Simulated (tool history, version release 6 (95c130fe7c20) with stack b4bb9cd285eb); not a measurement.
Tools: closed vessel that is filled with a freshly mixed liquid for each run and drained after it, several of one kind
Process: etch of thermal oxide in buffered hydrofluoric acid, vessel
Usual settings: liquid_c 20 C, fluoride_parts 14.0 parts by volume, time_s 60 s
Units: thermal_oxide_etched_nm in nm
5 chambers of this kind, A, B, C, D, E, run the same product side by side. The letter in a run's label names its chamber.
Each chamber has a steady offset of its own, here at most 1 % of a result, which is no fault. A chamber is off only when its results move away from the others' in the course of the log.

| run | day | liquid_c | fluoride_parts | time_s | read-back film thickness of the thermal oxide reference wafer, read on the same gauge (nm) | thermal_oxide_etched_nm |
|---|---|---|---|---|---|---|
| 1A | 0.296 | 20 | 14.0 | 60 | 70.001 | 40.689 |
| 2B | 0.542 | 20 | 14.0 | 60 | 70.050 | 40.348 |
| 3D | 0.729 | 20 | 14.0 | 60 | 69.993 | 40.540 |
| 4E | 0.912 | 20 | 14.0 | 60 | 70.020 | 40.363 |
| 5C | 1.162 | 20 | 14.0 | 60 | 69.990 | 40.734 |
| 6A | 1.325 | 20 | 14.0 | 60 | 69.987 | 40.612 |
| 7D | 1.608 | 20 | 14.0 | 60 | 70.004 | 41.077 |
| 8E | 1.762 | 20 | 14.0 | 90 | 70.011 | 60.412 |
| 9C | 2.012 | 20 | 14.0 | 90 | 70.018 | 61.091 |
| 10B | 2.246 | 20 | 14.0 | 90 | 69.983 | 60.405 |
| 11E | 2.525 | 20 | 14.0 | 90 | 70.002 | 60.782 |
| 12C | 2.692 | 20 | 14.0 | 90 | 70.012 | 60.935 |
| 13D | 2.846 | 20 | 14.0 | 60 | 70.015 | 41.107 |
| 14B | 3.004 | 20 | 14.0 | 80 | 69.991 | 53.680 |
| 15A | 3.258 | 20 | 14.0 | 80 | 69.974 | 54.229 |
| 16B | 3.546 | 20 | 14.0 | 80 | 69.976 | 53.720 |
| 17E | 3.792 | 20 | 14.0 | 80 | 69.979 | 53.627 |
| 18C | 3.962 | 20 | 14.0 | 80 | 70.019 | 53.556 |
| 19A | 4.229 | 20 | 14.0 | 60 | 69.961 | 40.833 |
| 20D | 4.529 | 20 | 14.0 | 60 | 70.007 | 41.374 |
| 21B | 4.717 | 20 | 14.0 | 60 | 69.985 | 40.091 |
| 22C | 4.850 | 20 | 14.0 | 60 | 69.983 | 39.882 |
| 23E | 5.092 | 20 | 14.0 | 60 | 69.962 | 39.824 |
| 24D | 5.288 | 20 | 14.0 | 60 | 70.008 | 40.994 |
| 25A | 5.550 | 20 | 14.0 | 60 | 69.998 | 40.559 |
| 26A | 5.846 | 20 | 17.5 | 90 | 70.048 | 49.204 |
| 27D | 6.121 | 20 | 17.5 | 90 | 70.011 | 49.756 |
| 28C | 6.283 | 20 | 17.5 | 90 | 69.992 | 46.990 |
| 29E | 6.504 | 20 | 17.5 | 90 | 70.008 | 48.746 |
| 30B | 6.667 | 20 | 17.5 | 90 | 69.993 | 48.314 |
| 31E | 6.846 | 20 | 14.0 | 60 | 69.992 | 40.739 |
| 32D | 7.142 | 20 | 14.0 | 60 | 70.038 | 41.229 |
| 33C | 7.317 | 20 | 14.0 | 60 | 69.981 | 38.715 |
| 34A | 7.554 | 20 | 14.0 | 60 | 70.016 | 40.555 |
| 35B | 7.725 | 20 | 14.0 | 60 | 70.012 | 40.350 |
| 36C | 7.900 | 17 | 14.0 | 60 | 70.007 | 32.413 |
| 37B | 8.142 | 17 | 14.0 | 60 | 69.999 | 33.604 |
| 38D | 8.350 | 17 | 14.0 | 60 | 70.013 | 34.929 |
| 39E | 8.504 | 17 | 14.0 | 60 | 70.014 | 34.215 |
| 40A | 8.771 | 17 | 14.0 | 60 | 70.037 | 34.229 |
| 41A | 8.983 | 20 | 14.0 | 60 | 69.982 | 40.352 |

Next, every chamber runs the same settings. What will each give?
| 42A | 9.200 | 20 | 19.0 | 60 |  | ? |
| 42B | 9.200 | 20 | 19.0 | 60 |  | ? |
| 42C | 9.200 | 20 | 19.0 | 60 |  | ? |
| 42D | 9.200 | 20 | 19.0 | 60 |  | ? |
| 42E | 9.200 | 20 | 19.0 | 60 |  | ? |

| run | thermal_oxide_etched_nm |
|---|---|
| 42A | 29.938 |
| 42B | 29.985 |
| 42C | 27.999 |
| 42D | 30.554 |
| 42E | 29.692 |

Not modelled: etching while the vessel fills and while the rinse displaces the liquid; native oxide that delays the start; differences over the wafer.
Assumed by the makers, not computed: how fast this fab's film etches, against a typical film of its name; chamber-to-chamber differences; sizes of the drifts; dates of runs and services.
